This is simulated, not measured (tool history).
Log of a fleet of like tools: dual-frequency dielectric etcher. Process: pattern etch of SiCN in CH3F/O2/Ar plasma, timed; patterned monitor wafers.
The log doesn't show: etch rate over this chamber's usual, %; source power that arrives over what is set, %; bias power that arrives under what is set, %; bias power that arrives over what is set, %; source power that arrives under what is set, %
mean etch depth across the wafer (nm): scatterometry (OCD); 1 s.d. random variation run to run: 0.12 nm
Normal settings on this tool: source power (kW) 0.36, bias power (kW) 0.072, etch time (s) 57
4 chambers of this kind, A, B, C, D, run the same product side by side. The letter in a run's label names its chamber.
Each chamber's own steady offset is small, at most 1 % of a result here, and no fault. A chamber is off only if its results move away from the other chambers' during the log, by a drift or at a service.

| run | hour | source power (kW) | bias power (kW) | etch time (s) | hours since the last wet clean | hours since the last source power generator calibration | hours since the last bias power generator calibration | read-back reference wafer on the same gauge, depth_nm | mean etch depth across the wafer (nm) |
|---|---|---|---|---|---|---|---|---|---|
| 1C | 5.4 | 0.36 | 0.072 | 57 | 153.3 | 3877.6 | 3300.4 | 22.204 | 20.412 |
| 2B | 9.6 | 0.36 | 0.072 | 57 | 248.2 | 1002.2 | 2497.5 | 22.21 | 20.698 |
| 3A | 14.5 | 0.36 | 0.072 | 57 | 505.2 | 461.9 | 2357.1 | 22.204 | 20.469 |
| 4D | 21.8 | 0.36 | 0.072 | 57 | 285.3 | 1541.1 | 3091 | 22.197 | 20.473 |
|  | 22.1 | chamber A: wet clean of the chamber |
| 5C | 30.1 | 0.36 | 0.072 | 57 | 178 | 3902.3 | 3325.1 | 22.204 | 20.407 |
| 6B | 37.7 | 0.36 | 0.072 | 57 | 276.3 | 1030.3 | 2525.6 | 22.179 | 20.664 |
| 7A | 45.5 | 0.36 | 0.072 | 69.5 | 23.4 | 492.9 | 2388.1 | 22.204 | 24.919 |
| 8D | 53.6 | 0.36 | 0.072 | 69.5 | 317.1 | 1572.9 | 3122.8 | 22.203 | 25.066 |
| 9C | 60.4 | 0.36 | 0.072 | 69.5 | 208.3 | 3932.6 | 3355.4 | 22.181 | 24.881 |
| 10B | 68.4 | 0.36 | 0.072 | 69.5 | 307 | 1061 | 2556.3 | 22.185 | 25.235 |
| 11A | 73.3 | 0.36 | 0.072 | 57 | 51.2 | 520.7 | 2415.9 | 22.213 | 20.208 |
| 12D | 80.1 | 0.36 | 0.072 | 57 | 343.6 | 1599.4 | 3149.3 | 22.178 | 20.558 |
|  | 83.8 | chamber C: source power generator calibrated |
| 13B | 84.8 | 0.36 | 0.072 | 57 | 323.4 | 1077.4 | 2572.7 | 22.211 | 20.681 |
| 14A | 92.4 | 0.36 | 0.072 | 57 | 70.3 | 539.8 | 2435 | 22.177 | 20.318 |
| 15D | 100.6 | 0.36 | 0.072 | 57 | 364.1 | 1619.9 | 3169.8 | 22.184 | 20.953 |
| 16C | 106.9 | 0.36 | 0.072 | 57 | 254.8 | 23.2 | 3401.9 | 22.201 | 20.644 |
| 17B | 113.6 | 0.36 | 0.072 | 57 | 352.2 | 1106.2 | 2601.5 | 22.176 | 20.722 |
| 18A | 120.8 | 0.36 | 0.072 | 57 | 98.7 | 568.2 | 2463.4 | 22.191 | 20.402 |
| 19D | 128.3 | 0.36 | 0.072 | 57 | 391.8 | 1647.6 | 3197.5 | 22.184 | 20.941 |
| 20C | 136.4 | 0.36 | 0.072 | 57 | 284.3 | 52.7 | 3431.4 | 22.187 | 20.324 |
| 21A | 141 | 0.36 | 0.072 | 57 | 118.9 | 588.4 | 2483.6 | 22.214 | 20.487 |
| 22D | 149.7 | 0.36 | 0.078 | 43.5 | 413.2 | 1669 | 3218.9 | 22.193 | 16.681 |
| 23C | 154.3 | 0.36 | 0.078 | 43.5 | 302.2 | 70.6 | 3449.3 | 22.215 | 16.118 |
| 24B | 159 | 0.36 | 0.078 | 43.5 | 397.6 | 1151.6 | 2646.9 | 22.196 | 16.341 |
| 25C | 164.5 | 0.36 | 0.078 | 43.5 | 312.4 | 80.8 | 3459.5 | 22.195 | 16.071 |
| 26D | 171.3 | 0.36 | 0.072 | 57 | 434.8 | 1690.6 | 3240.5 | 22.208 | 21.299 |
| 27A | 178.2 | 0.36 | 0.072 | 57 | 156.1 | 625.6 | 2520.8 | 22.213 | 20.234 |
|  | 180.5 | chamber B: wet clean of the chamber |
| 28B | 186.7 | 0.36 | 0.072 | 57 | 6.2 | 1179.3 | 2674.6 | 22.179 | 20.817 |
| 29B | 191.3 | 0.36 | 0.072 | 57 | 10.8 | 1183.9 | 2679.2 | 22.218 | 20.609 |

Decide between three cases: one chamber stands off from its peers, the gauge reading all wafers drifts, or nothing is wrong past each chamber's small offset. Where a chamber is off, say which and what most likely put it there.

Chamber D drifts away from the others.
Likeliest cause: etch rate over this chamber's usual, % = 5.1.

Which of the 4 candidates below, each the usual settings with something changed and its results left as question marks, puts chamber D back in line with what the other chambers give on the usual settings?
Counts as in line when no further than this from what the other chambers average on the usual settings: mean etch depth across the wafer (nm) 0.42
| 30D-1 | 197.6 | 0.28 | 0.072 | 57 |  |  |  |  | ? |
| 30D-2 | 197.6 | 0.36 | 0.073 | 59.5 |  |  |  |  | ? |
| 30D-3 | 197.6 | 0.36 | 0.072 | 54.5 |  |  |  |  | ? |
| 30D-4 | 197.6 | 0.46 | 0.072 | 57 |  |  |  |  | ? |

Average result of the remaining chambers running the usual settings: mean etch depth across the wafer (nm) 20.522
| run | mean etch depth across the wafer (nm) |
|---|---|
| 30D-1 | 19.66 |
| 30D-2 | 22.665 |
| 30D-3 | 20.659 |
| 30D-4 | 23.702 |
30D-3 brings the chamber back in line.
